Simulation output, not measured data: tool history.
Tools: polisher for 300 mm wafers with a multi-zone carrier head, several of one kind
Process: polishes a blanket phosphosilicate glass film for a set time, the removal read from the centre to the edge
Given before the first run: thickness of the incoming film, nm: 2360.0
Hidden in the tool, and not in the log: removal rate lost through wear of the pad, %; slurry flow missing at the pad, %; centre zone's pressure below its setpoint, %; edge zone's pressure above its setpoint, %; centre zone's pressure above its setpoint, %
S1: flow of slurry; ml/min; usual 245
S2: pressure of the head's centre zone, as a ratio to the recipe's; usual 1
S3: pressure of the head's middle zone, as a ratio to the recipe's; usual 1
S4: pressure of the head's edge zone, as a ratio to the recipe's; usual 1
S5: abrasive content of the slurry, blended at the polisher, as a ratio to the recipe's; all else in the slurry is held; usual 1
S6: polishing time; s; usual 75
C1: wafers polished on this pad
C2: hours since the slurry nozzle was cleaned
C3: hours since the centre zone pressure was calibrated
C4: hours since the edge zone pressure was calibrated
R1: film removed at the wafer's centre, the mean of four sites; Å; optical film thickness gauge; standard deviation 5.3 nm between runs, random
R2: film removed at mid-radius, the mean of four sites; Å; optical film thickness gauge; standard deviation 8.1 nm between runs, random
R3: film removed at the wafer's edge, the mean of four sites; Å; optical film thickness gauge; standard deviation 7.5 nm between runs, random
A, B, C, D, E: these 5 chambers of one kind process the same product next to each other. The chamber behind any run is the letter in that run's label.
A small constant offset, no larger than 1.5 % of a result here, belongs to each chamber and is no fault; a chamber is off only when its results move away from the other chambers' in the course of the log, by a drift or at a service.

-- hour=14.5 chamber E: worn pad replaced by a new one
run 1C hour=15.4 | S1=245 S2=1 S3=1 S4=1 S5=1 S6=75 | C1=463 C2=270.5 C3=630.6 C4=1145.5 | R1=6087 R2=5900.3 R3=6006.4
run 2D hour=26.5 | S1=245 S2=1 S3=1 S4=1 S5=1 S6=75 | C1=430 C2=152.2 C3=290.2 C4=532 | R1=6177.2 R2=6225.3 R3=6164.6
run 3A hour=36.1 | S1=245 S2=1 S3=1 S4=1 S5=1 S6=75 | C1=716 C2=620.9 C3=956.1 C4=815.6 | R1=6082.1 R2=6071.9 R3=6041.9
-- hour=39.6 chamber D: edge zone pressure recalibrated
-- hour=43.5 chamber B: worn pad replaced by a new one
-- hour=49.4 chamber D: centre zone pressure recalibrated
run 4B hour=50.6 | S1=245 S2=1 S3=1 S4=1 S5=1 S6=75 | C1=76 C2=315.6 C3=468.7 C4=460.5 | R1=5981.4 R2=6082.2 R3=6170.5
-- hour=56.9 chamber C: worn pad replaced by a new one
run 5E hour=65.4 | S1=245 S2=1 S3=1 S4=1 S5=1 S6=75 | C1=547 C2=598.6 C3=636.6 C4=203.8 | R1=6065.8 R2=6158.3 R3=6156.9
run 6E hour=79.7 | S1=245 S2=1 S3=1 S4=1 S5=1 S6=75 | C1=701 C2=612.9 C3=650.9 C4=218.1 | R1=6109.1 R2=6095.7 R3=6216.7
-- hour=82.1 chamber A: worn pad replaced by a new one
-- hour=82.5 chamber D: worn pad replaced by a new one
-- hour=89.9 chamber D: slurry nozzle cleaned
run 7C hour=94.8 | S1=245 S2=1 S3=1 S4=1 S5=1 S6=75 | C1=407 C2=349.9 C3=710 C4=1224.9 | R1=6118.3 R2=6002 R3=6162.6
-- hour=102.9 chamber E: slurry nozzle cleaned
-- hour=103.1 chamber B: centre zone pressure recalibrated
-- hour=108.1 chamber A: centre zone pressure recalibrated
run 8A hour=109.6 | S1=245 S2=1 S3=1 S4=1 S5=1 S6=75 | C1=295 C2=694.4 C3=1.6 C4=889.1 | R1=6183.6 R2=6016 R3=6036.7
-- hour=121.3 chamber E: worn pad replaced by a new one
run 9D hour=121.5 | S1=245 S2=1 S3=1 S4=1 S5=1 S6=75 | C1=419 C2=31.7 C3=72.2 C4=81.9 | R1=6036.9 R2=6155.8 R3=5983.1
-- hour=131.1 chamber B: worn pad replaced by a new one
run 10B hour=134.7 | S1=245 S2=1 S3=1 S4=1 S5=1 S6=75 | C1=39 C2=399.7 C3=31.6 C4=544.6 | R1=5995.4 R2=5983.9 R3=6176.2
-- hour=135.8 chamber C: worn pad replaced by a new one
-- hour=140.2 chamber B: edge zone pressure recalibrated
run 11E hour=141.7 | S1=245 S2=1 S3=1 S4=1 S5=1 S6=75 | C1=219 C2=38.8 C3=712.9 C4=280.1 | R1=6165.6 R2=6150.9 R3=6073.4
run 12D hour=156.7 | S1=245 S2=1 S3=1 S4=1 S5=1 S6=75 | C1=797 C2=66.9 C3=107.4 C4=117.1 | R1=6131.2 R2=6330.5 R3=6235.6
run 13A hour=163.9 | S1=245 S2=1 S3=1 S4=0.89 S5=1 S6=64 | C1=879 C2=748.7 C3=55.9 C4=943.4 | R1=5271.2 R2=5268.7 R3=4861
-- hour=175.8 chamber D: worn pad replaced by a new one
run 14B hour=179.2 | S1=245 S2=1 S3=1 S4=0.89 S5=1 S6=64 | C1=518 C2=444.2 C3=76.1 C4=39.1 | R1=5163.1 R2=5057.1 R3=4868.8
-- hour=185.8 chamber C: edge zone pressure recalibrated
run 15C hour=187.3 | S1=245 S2=1 S3=1 S4=0.89 S5=1 S6=64 | C1=553 C2=442.4 C3=802.5 C4=1.5 | R1=5177.3 R2=5220.8 R3=4911.1
-- hour=193.3 chamber A: worn pad replaced by a new one
run 16D hour=200.3 | S1=245 S2=1 S3=1 S4=0.89 S5=1 S6=64 | C1=264 C2=110.5 C3=151 C4=160.7 | R1=5226.9 R2=5261 R3=5011.5
run 17B hour=208.8 | S1=245 S2=1 S3=1 S4=0.89 S5=1 S6=64 | C1=836 C2=473.8 C3=105.7 C4=68.7 | R1=5126.8 R2=5208.7 R3=4969.6
-- hour=211.1 chamber C: worn pad replaced by a new one
run 18E hour=218.2 | S1=245 S2=1 S3=1 S4=1 S5=1 S6=75 | C1=1041 C2=115.3 C3=789.4 C4=356.6 | R1=6139.8 R2=6092.5 R3=6223
run 19C hour=228.4 | S1=245 S2=1 S3=1 S4=1 S5=1 S6=75 | C1=186 C2=483.5 C3=843.6 C4=42.6 | R1=6112.2 R2=6132.2 R3=5995
-- hour=236.8 chamber B: worn pad replaced by a new one
run 20A hour=242.3 | S1=245 S2=1 S3=1 S4=1 S5=1 S6=75 | C1=527 C2=827.1 C3=134.3 C4=1021.8 | R1=6167.5 R2=6024 R3=6170.3
-- hour=243.5 chamber E: worn pad replaced by a new one
run 21E hour=253.3 | S1=245 S2=1 S3=1 S4=1 S5=1 S6=75 | C1=106 C2=150.4 C3=824.5 C4=391.7 | R1=6176.5 R2=6201.3 R3=6096.3
-- hour=263.5 chamber D: worn pad replaced by a new one
run 22D hour=265.2 | S1=245 S2=1 S3=1 S4=1 S5=1 S6=75 | C1=19 C2=175.4 C3=215.9 C4=225.6 | R1=6126.2 R2=6299.7 R3=6189.6
-- hour=269.7 chamber D: slurry nozzle cleaned
run 23A hour=280.1 | S1=245 S2=1 S3=1 S4=1 S5=1 S6=75 | C1=933 C2=864.9 C3=172.1 C4=1059.6 | R1=6003.8 R2=6119.2 R3=6051.9
-- hour=283.6 chamber A: worn pad replaced by a new one
-- hour=289.1 chamber C: worn pad replaced by a new one
-- hour=295 chamber A: edge zone pressure recalibrated
run 24C hour=295.6 | S1=245 S2=1 S3=1 S4=1 S5=1 S6=75 | C1=70 C2=550.7 C3=910.8 C4=109.8 | R1=6120.9 R2=6178 R3=6055.6
-- hour=296.6 chamber A: slurry nozzle cleaned
run 25B hour=310.3 | S1=245 S2=1 S3=1 S4=1 S5=1 S6=75 | C1=790 C2=575.3 C3=207.2 C4=170.2 | R1=6079.8 R2=6050.7 R3=6069.2
run 26D hour=320.1 | S1=245 S2=1 S3=1 S4=1.05 S5=1 S6=75 | C1=609 C2=50.4 C3=270.8 C4=280.5 | R1=6295.1 R2=6218.2 R3=6267.5
run 27E hour=335.4 | S1=245 S2=1 S3=1 S4=1.05 S5=1 S6=75 | C1=988 C2=232.5 C3=906.6 C4=473.8 | R1=6133.7 R2=6288.2 R3=6250.4
-- hour=345.4 chamber B: worn pad replaced by a new one
run 28B hour=349.7 | S1=245 S2=1 S3=1 S4=1.05 S5=1 S6=75 | C1=47 C2=614.7 C3=246.6 C4=209.6 | R1=6052.1 R2=6034.2 R3=6335.9
run 29A hour=359.8 | S1=245 S2=1 S3=1 S4=1.05 S5=1 S6=75 | C1=819 C2=63.2 C3=251.8 C4=64.9 | R1=6124.6 R2=6079.5 R3=6309.1
-- hour=365 chamber C: worn pad replaced by a new one
run 30C hour=368.1 | S1=245 S2=1 S3=1 S4=1.05 S5=1 S6=75 | C1=33 C2=623.2 C3=983.3 C4=182.3 | R1=5991.7 R2=6248.9 R3=6225.4

Is one chamber off against the others, does the gauge drift, or is nothing wrong? If a chamber is off, say which, and what the likeliest cause is.

The fleet is healthy, with each chamber sitting at its usual small offset and no drift in the gauge.
